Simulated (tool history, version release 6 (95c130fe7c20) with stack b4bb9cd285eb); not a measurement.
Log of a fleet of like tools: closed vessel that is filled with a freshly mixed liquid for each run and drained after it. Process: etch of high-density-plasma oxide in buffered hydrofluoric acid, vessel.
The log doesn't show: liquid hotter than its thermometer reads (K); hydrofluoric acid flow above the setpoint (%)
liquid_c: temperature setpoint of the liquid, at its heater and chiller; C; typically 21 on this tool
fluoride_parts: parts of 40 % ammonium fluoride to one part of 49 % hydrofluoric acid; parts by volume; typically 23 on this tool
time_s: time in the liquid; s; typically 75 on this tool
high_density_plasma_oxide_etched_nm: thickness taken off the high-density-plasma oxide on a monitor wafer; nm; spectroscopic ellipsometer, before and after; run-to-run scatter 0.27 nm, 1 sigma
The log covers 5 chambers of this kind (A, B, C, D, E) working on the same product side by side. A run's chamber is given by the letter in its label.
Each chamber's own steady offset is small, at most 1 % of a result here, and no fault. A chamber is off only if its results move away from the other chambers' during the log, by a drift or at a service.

run	hour	liquid_c	fluoride_parts	time_s	hours since the thermometer was replaced	hours since the hydrofluoric acid flow meter was replaced	read-back film thickness of the high-density-plasma oxide reference wafer, read on the same gauge (nm)	high_density_plasma_oxide_etched_nm
1E	8.7	21	23	75	243.7	288.7	130.02	36.955
2B	19.8	21	23	75	2392.4	550.4	130	37.246
3D	28.8	21	23	75	456.4	1308.1	130.01	36.888
4A	42.1	21	23	75	681	161	129.95	36.912
5C	52.4	21	23	75	71.5	494.5	129.99	37.27
6E	61.2	21	23	75	296.2	341.2	129.97	36.814
7C	73.7	21	23	75	92.8	515.8	130.01	37.053
8D	81	21	15.5	105	508.6	1360.3	129.99	72.512
9A	93.1	21	15.5	105	732	212	130.02	73.699
10B	104	21	15.5	105	2476.6	634.6	130.05	72.686
11A	110.9	21	15.5	105	749.8	229.8	129.98	74.254
12D	121.8	21	15.5	105	549.4	1401.1	130.01	73.44
13B	129.7	21	23	75	2502.3	660.3	129.98	37.405
14E	138.5	25	27	75	373.5	418.5	129.96	41.243
15C	148.3	25	27	75	167.4	590.4	129.99	41.207
16E	159.9	25	27	75	394.9	439.9	130	40.881
17B	170.1	25	27	75	2542.7	700.7	130	41.459
18C	182.1	25	27	75	201.2	624.2	130.01	41.319
19A	195.3	21	23	75	834.2	314.2	129.99	36.688
20D	203	21	15.5	40	630.6	1482.3	130.01	28
21D	212.8	21	15.5	40	640.4	1492.1	130	28.035
22B	221.8	21	15.5	40	2594.4	752.4	130	27.943
# hour 233: chamber B: thermometer replaced
23E	234	21	15.5	40	469	514	129.98	28.173
24C	243.7	21	15.5	40	262.8	685.8	130.03	27.748
25A	252.9	21	23	75	891.8	371.8	129.99	36.601
26A	265.4	21	23	75	904.3	384.3	130.01	36.912
27B	271.7	21	23	75	38.8	802.3	130.04	36.645
28D	282.5	21	23	75	710.1	1561.8	129.95	37.103
29C	292	21	23	75	311.1	734.1	130	36.337
30E	303.7	21	23	75	538.7	583.7	130	36.894
31E	310.6	21	23	75	545.6	590.6	130.02	37.042
32B	319.4	21	23	75	86.5	850	130.01	36.881

All 5 chambers run these settings next. Forecast each chamber's results:
33A	329.1	21	23	75				?
33B	329.1	21	23	75				?
33C	329.1	21	23	75				?
33D	329.1	21	23	75				?
33E	329.1	21	23	75				?

run	high_density_plasma_oxide_etched_nm
33A	37.102
33B	37.158
33C	36.239
33D	36.962
33E	37.127

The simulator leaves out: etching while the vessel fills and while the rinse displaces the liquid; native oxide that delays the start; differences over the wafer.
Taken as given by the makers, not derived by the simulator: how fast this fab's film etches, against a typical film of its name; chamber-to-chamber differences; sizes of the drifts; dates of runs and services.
